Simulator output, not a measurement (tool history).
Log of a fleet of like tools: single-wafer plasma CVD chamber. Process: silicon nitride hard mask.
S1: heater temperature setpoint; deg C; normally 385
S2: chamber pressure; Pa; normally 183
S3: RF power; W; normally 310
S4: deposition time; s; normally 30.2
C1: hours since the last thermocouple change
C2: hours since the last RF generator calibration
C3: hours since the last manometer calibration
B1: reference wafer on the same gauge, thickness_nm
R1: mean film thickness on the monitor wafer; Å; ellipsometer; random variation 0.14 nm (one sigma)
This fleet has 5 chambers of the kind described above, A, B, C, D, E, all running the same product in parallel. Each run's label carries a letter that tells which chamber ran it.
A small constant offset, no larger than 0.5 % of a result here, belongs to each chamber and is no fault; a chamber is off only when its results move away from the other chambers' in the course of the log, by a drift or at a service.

run   hour   S1   S2   S3    S4      C1      C2     C3      B1      R1
 1D    7.2  385  183  310  30.2  1539.0   271.7  102.1  30.980  339.40
 2A   23.7  385  183  310  30.2  1086.3  1646.1  477.8  31.005  344.12
 3C   34.8  385  183  310  30.2   488.8  1101.0  310.1  30.970  342.34
 4E   42.6  385  183  310  30.2   227.1   293.0  273.5  31.002  343.87
 5B   56.6  385  183  350  30.2  2543.9  1457.8   59.4  31.044  373.17
 6A   72.2  385  183  350  30.2  1134.8  1694.6  526.3  31.004  370.77
 7D   86.0  385  183  350  30.2  1617.8   350.5  180.9  30.979  369.35
 8C   99.2  385  183  350  30.2   553.2  1165.4  374.5  30.995  372.57
 9B  115.5  385  183  350  30.2  2602.8  1516.7  118.3  31.031  370.86
10E  126.6  385  183  310  30.2   311.1   377.0  357.5  31.000  340.71
11E  135.7  385  183  310  30.2   320.2   386.1  366.6  31.024  341.13
12C  150.4  385  183  310  30.2   604.4  1216.6  425.7  30.980  346.15
13A  163.4  385  183  310  30.2  1226.0  1785.8  617.5  31.015  343.25
14D  173.0  385  183  310  30.2  1704.8   437.5  267.9  30.989  336.85
15B  180.5  385  183  310  30.2  2667.8  1581.7  183.3  31.010  342.86
16C  191.3  396  183  290  30.2   645.3  1257.5  466.6  31.001  327.65
17D  203.8  396  183  290  30.2  1735.6   468.3  298.7  31.011  315.65
18A  219.2  396  183  290  30.2  1281.8  1841.6  673.3  31.005  323.60
19E  226.4  396  183  290  30.2   410.9   476.8  457.3  30.961  325.32
20B  234.5  396  183  290  30.2  2721.8  1635.7  237.3  30.978  326.09
21E  245.8  385  183  310  30.2   430.3   496.2  476.7  31.004  343.52
22D  252.9  385  183  310  30.2  1784.7   517.4  347.8  30.993  329.65
23A  261.4  385  183  310  30.2  1324.0  1883.8  715.5  30.995  341.51
24C  274.0  385  183  310  30.2   728.0  1340.2  549.3  30.990  344.76
25B  284.6  385  183  355  32.6  2771.9  1685.8  287.4  30.992  402.20
26B  297.4  385  183  355  32.6  2784.7  1698.6  300.2  31.008  403.86
27C  306.5  385  183  355  32.6   760.5  1372.7  581.8  31.006  403.30
28E  314.5  385  183  355  32.6   499.0   564.9  545.4  31.004  400.77
29A  324.8  385  183  355  32.6  1387.4  1947.2  778.9  31.002  402.34
30D  340.5  385  183  310  30.2  1872.3   605.0  435.4  30.999  327.68
31A  355.5  385  183  310  30.2  1418.1  1977.9  809.6  31.006  342.00
32C  369.3  385  183  310  30.2   823.3  1435.5  644.6  31.016  342.22
33E  379.9  385  183  310  30.2   564.4   630.3  610.8  30.962  340.25
     389.0  -- chamber B: RF generator calibrated
34D  390.2  385  183  310  30.2  1922.0   654.7  485.1  31.001  323.03
35B  398.1  385  183  310  30.2  2885.4     9.2  400.9  30.987  343.44
36A  406.0  385  183  310  30.2  1468.6  2028.4  860.1  30.983  343.21

Does one chamber stand apart from the rest, does the shared gauge drift, or is all well apart from small per-chamber offsets? Give the chamber and the most likely cause, where there is one.

Chamber D drifts away from the others.
Most likely cause: delivered RF power below the setpoint (%) = 7.87.

Below are 4 candidate recipes for chamber D's next run, each the usual settings with a change, their results shown as question marks. Which of them brings D's results back in line with what the other chambers give on the usual settings?
In line means no further than this from the other chambers' mean on the usual settings: R1 4.90 Å
37D-1  417.8  385  188  310  31.8                   ?
37D-2  417.8  385  183  300  28.9                   ?
37D-3  417.8  385  183  310  34.4                   ?
37D-4  417.8  385  176  295  27.8                   ?

Mean of the other chambers on the usual settings: R1 342.34 Å
  run      R1
37D-1  342.58
37D-2  301.95
37D-3  367.30
37D-4  283.83
37D-1 brings the chamber back in line.
